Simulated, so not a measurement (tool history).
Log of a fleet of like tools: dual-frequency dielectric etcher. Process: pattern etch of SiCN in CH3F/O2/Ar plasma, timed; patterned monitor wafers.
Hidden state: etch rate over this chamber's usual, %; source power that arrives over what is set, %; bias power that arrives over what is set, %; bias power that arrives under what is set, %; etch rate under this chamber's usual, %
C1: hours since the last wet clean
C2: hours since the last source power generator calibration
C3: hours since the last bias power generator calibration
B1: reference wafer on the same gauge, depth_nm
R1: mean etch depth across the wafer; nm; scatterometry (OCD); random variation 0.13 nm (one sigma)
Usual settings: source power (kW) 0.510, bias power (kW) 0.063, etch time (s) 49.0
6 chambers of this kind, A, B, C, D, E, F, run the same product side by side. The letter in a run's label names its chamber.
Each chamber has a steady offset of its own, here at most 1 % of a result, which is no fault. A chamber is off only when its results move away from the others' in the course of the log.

{"run": "1A", "hour": 7.2, "source power (kW)": 0.51, "bias power (kW)": 0.063, "etch time (s)": 49.0, "C1": 580.1, "C2": 1057.7, "C3": 2664.9, "B1": 19.079, "R1": 19.456}
{"run": "2D", "hour": 12.8, "source power (kW)": 0.51, "bias power (kW)": 0.063, "etch time (s)": 49.0, "C1": 176.8, "C2": 3126.9, "C3": 1053.3, "B1": 19.092, "R1": 19.345}
{"run": "3E", "hour": 16.8, "source power (kW)": 0.51, "bias power (kW)": 0.063, "etch time (s)": 49.0, "C1": 63.9, "C2": 2613.8, "C3": 928.1, "B1": 19.101, "R1": 19.136}
{"run": "4B", "hour": 22.3, "source power (kW)": 0.51, "bias power (kW)": 0.063, "etch time (s)": 49.0, "C1": 250.6, "C2": 1479.2, "C3": 159.0, "B1": 19.106, "R1": 19.315}
{"run": "5F", "hour": 28.7, "source power (kW)": 0.51, "bias power (kW)": 0.063, "etch time (s)": 49.0, "C1": 393.6, "C2": 949.7, "C3": 823.7, "B1": 19.108, "R1": 19.483}
{"run": "6C", "hour": 33.9, "source power (kW)": 0.51, "bias power (kW)": 0.063, "etch time (s)": 49.0, "C1": 71.2, "C2": 317.6, "C3": 601.1, "B1": 19.129, "R1": 19.107}
{"run": "7C", "hour": 40.9, "source power (kW)": 0.51, "bias power (kW)": 0.063, "etch time (s)": 41.0, "C1": 78.2, "C2": 324.6, "C3": 608.1, "B1": 19.096, "R1": 16.127}
{"run": "8D", "hour": 45.3, "source power (kW)": 0.51, "bias power (kW)": 0.063, "etch time (s)": 41.0, "C1": 209.3, "C2": 3159.4, "C3": 1085.8, "B1": 19.081, "R1": 16.243}
{"hour": 48.4, "done": "chamber A: wet clean of the chamber"}
{"run": "9B", "hour": 50.4, "source power (kW)": 0.51, "bias power (kW)": 0.063, "etch time (s)": 41.0, "C1": 278.7, "C2": 1507.3, "C3": 187.1, "B1": 19.085, "R1": 16.24}
{"run": "10E", "hour": 56.6, "source power (kW)": 0.51, "bias power (kW)": 0.063, "etch time (s)": 41.0, "C1": 103.7, "C2": 2653.6, "C3": 967.9, "B1": 19.092, "R1": 15.972}
{"run": "11F", "hour": 65.1, "source power (kW)": 0.51, "bias power (kW)": 0.063, "etch time (s)": 41.0, "C1": 430.0, "C2": 986.1, "C3": 860.1, "B1": 19.084, "R1": 15.984}
{"run": "12A", "hour": 71.2, "source power (kW)": 0.51, "bias power (kW)": 0.063, "etch time (s)": 41.0, "C1": 22.9, "C2": 1121.7, "C3": 2728.9, "B1": 19.087, "R1": 16.316}
{"run": "13F", "hour": 75.3, "source power (kW)": 0.51, "bias power (kW)": 0.063, "etch time (s)": 49.0, "C1": 440.2, "C2": 996.3, "C3": 870.3, "B1": 19.11, "R1": 19.335}
{"run": "14B", "hour": 82.5, "source power (kW)": 0.51, "bias power (kW)": 0.063, "etch time (s)": 49.0, "C1": 310.8, "C2": 1539.4, "C3": 219.2, "B1": 19.117, "R1": 19.162}
{"run": "15D", "hour": 89.3, "source power (kW)": 0.51, "bias power (kW)": 0.078, "etch time (s)": 56.0, "C1": 253.3, "C2": 3203.4, "C3": 1129.8, "B1": 19.101, "R1": 23.699}
{"run": "16E", "hour": 97.8, "source power (kW)": 0.51, "bias power (kW)": 0.078, "etch time (s)": 56.0, "C1": 144.9, "C2": 2694.8, "C3": 1009.1, "B1": 19.099, "R1": 23.68}
{"run": "17C", "hour": 103.2, "source power (kW)": 0.51, "bias power (kW)": 0.078, "etch time (s)": 56.0, "C1": 140.5, "C2": 386.9, "C3": 670.4, "B1": 19.108, "R1": 23.595}
{"run": "18A", "hour": 111.3, "source power (kW)": 0.51, "bias power (kW)": 0.078, "etch time (s)": 56.0, "C1": 63.0, "C2": 1161.8, "C3": 2769.0, "B1": 19.088, "R1": 23.658}
{"run": "19B", "hour": 116.5, "source power (kW)": 0.51, "bias power (kW)": 0.078, "etch time (s)": 56.0, "C1": 344.8, "C2": 1573.4, "C3": 253.2, "B1": 19.109, "R1": 23.654}
{"run": "20D", "hour": 120.9, "source power (kW)": 0.51, "bias power (kW)": 0.078, "etch time (s)": 56.0, "C1": 284.9, "C2": 3235.0, "C3": 1161.4, "B1": 19.117, "R1": 23.765}
{"run": "21C", "hour": 127.9, "source power (kW)": 0.51, "bias power (kW)": 0.063, "etch time (s)": 49.0, "C1": 165.2, "C2": 411.6, "C3": 695.1, "B1": 19.131, "R1": 19.407}
{"hour": 131.0, "done": "chamber F: wet clean of the chamber"}
{"run": "22F", "hour": 133.5, "source power (kW)": 0.51, "bias power (kW)": 0.063, "etch time (s)": 49.0, "C1": 2.5, "C2": 1054.5, "C3": 928.5, "B1": 19.08, "R1": 19.307}
{"run": "23E", "hour": 142.2, "source power (kW)": 0.51, "bias power (kW)": 0.063, "etch time (s)": 49.0, "C1": 189.3, "C2": 2739.2, "C3": 1053.5, "B1": 19.105, "R1": 19.117}
{"run": "24A", "hour": 147.5, "source power (kW)": 0.51, "bias power (kW)": 0.063, "etch time (s)": 49.0, "C1": 99.2, "C2": 1198.0, "C3": 2805.2, "B1": 19.089, "R1": 19.477}
{"run": "25E", "hour": 154.4, "source power (kW)": 0.51, "bias power (kW)": 0.063, "etch time (s)": 62.5, "C1": 201.5, "C2": 2751.4, "C3": 1065.7, "B1": 19.1, "R1": 24.639}
{"run": "26A", "hour": 158.5, "source power (kW)": 0.51, "bias power (kW)": 0.063, "etch time (s)": 62.5, "C1": 110.2, "C2": 1209.0, "C3": 2816.2, "B1": 19.113, "R1": 24.795}
{"run": "27D", "hour": 165.3, "source power (kW)": 0.51, "bias power (kW)": 0.063, "etch time (s)": 62.5, "C1": 329.3, "C2": 3279.4, "C3": 1205.8, "B1": 19.075, "R1": 24.574}
{"run": "28B", "hour": 172.7, "source power (kW)": 0.51, "bias power (kW)": 0.063, "etch time (s)": 62.5, "C1": 401.0, "C2": 1629.6, "C3": 309.4, "B1": 19.096, "R1": 24.794}
{"hour": 175.9, "done": "chamber D: wet clean of the chamber"}
{"run": "29F", "hour": 180.4, "source power (kW)": 0.51, "bias power (kW)": 0.063, "etch time (s)": 62.5, "C1": 49.4, "C2": 1101.4, "C3": 975.4, "B1": 19.101, "R1": 24.627}
{"run": "30C", "hour": 185.4, "source power (kW)": 0.51, "bias power (kW)": 0.063, "etch time (s)": 62.5, "C1": 222.7, "C2": 469.1, "C3": 752.6, "B1": 19.116, "R1": 24.603}
{"run": "31B", "hour": 189.6, "source power (kW)": 0.51, "bias power (kW)": 0.063, "etch time (s)": 49.0, "C1": 417.9, "C2": 1646.5, "C3": 326.3, "B1": 19.128, "R1": 19.231}
{"run": "32C", "hour": 193.9, "source power (kW)": 0.51, "bias power (kW)": 0.063, "etch time (s)": 49.0, "C1": 231.2, "C2": 477.6, "C3": 761.1, "B1": 19.087, "R1": 19.207}
{"run": "33D", "hour": 198.5, "source power (kW)": 0.51, "bias power (kW)": 0.063, "etch time (s)": 49.0, "C1": 22.6, "C2": 3312.6, "C3": 1239.0, "B1": 19.101, "R1": 19.273}
{"run": "34E", "hour": 203.4, "source power (kW)": 0.51, "bias power (kW)": 0.063, "etch time (s)": 49.0, "C1": 250.5, "C2": 2800.4, "C3": 1114.7, "B1": 19.144, "R1": 19.033}
{"run": "35A", "hour": 210.4, "source power (kW)": 0.51, "bias power (kW)": 0.063, "etch time (s)": 49.0, "C1": 162.1, "C2": 1260.9, "C3": 2868.1, "B1": 19.117, "R1": 19.289}
{"run": "36F", "hour": 218.8, "source power (kW)": 0.51, "bias power (kW)": 0.063, "etch time (s)": 49.0, "C1": 87.8, "C2": 1139.8, "C3": 1013.8, "B1": 19.105, "R1": 19.176}
{"run": "37B", "hour": 222.7, "source power (kW)": 0.51, "bias power (kW)": 0.063, "etch time (s)": 49.0, "C1": 451.0, "C2": 1679.6, "C3": 359.4, "B1": 19.106, "R1": 18.99}
{"run": "38E", "hour": 230.5, "source power (kW)": 0.59, "bias power (kW)": 0.063, "etch time (s)": 49.0, "C1": 277.6, "C2": 2827.5, "C3": 1141.8, "B1": 19.109, "R1": 20.135}
{"run": "39F", "hour": 236.9, "source power (kW)": 0.59, "bias power (kW)": 0.063, "etch time (s)": 49.0, "C1": 105.9, "C2": 1157.9, "C3": 1031.9, "B1": 19.11, "R1": 20.74}
{"run": "40C", "hour": 242.0, "source power (kW)": 0.59, "bias power (kW)": 0.063, "etch time (s)": 49.0, "C1": 279.3, "C2": 525.7, "C3": 809.2, "B1": 19.147, "R1": 20.552}
{"run": "41A", "hour": 249.6, "source power (kW)": 0.59, "bias power (kW)": 0.063, "etch time (s)": 49.0, "C1": 201.3, "C2": 1300.1, "C3": 2907.3, "B1": 19.095, "R1": 20.405}

What goes on in this fleet: one chamber off, a drifting gauge, or nothing beyond the chambers' own small offsets? Name the chamber and the cause, if any.

No chamber stands off beyond its own small offset, and the gauge holds steady.
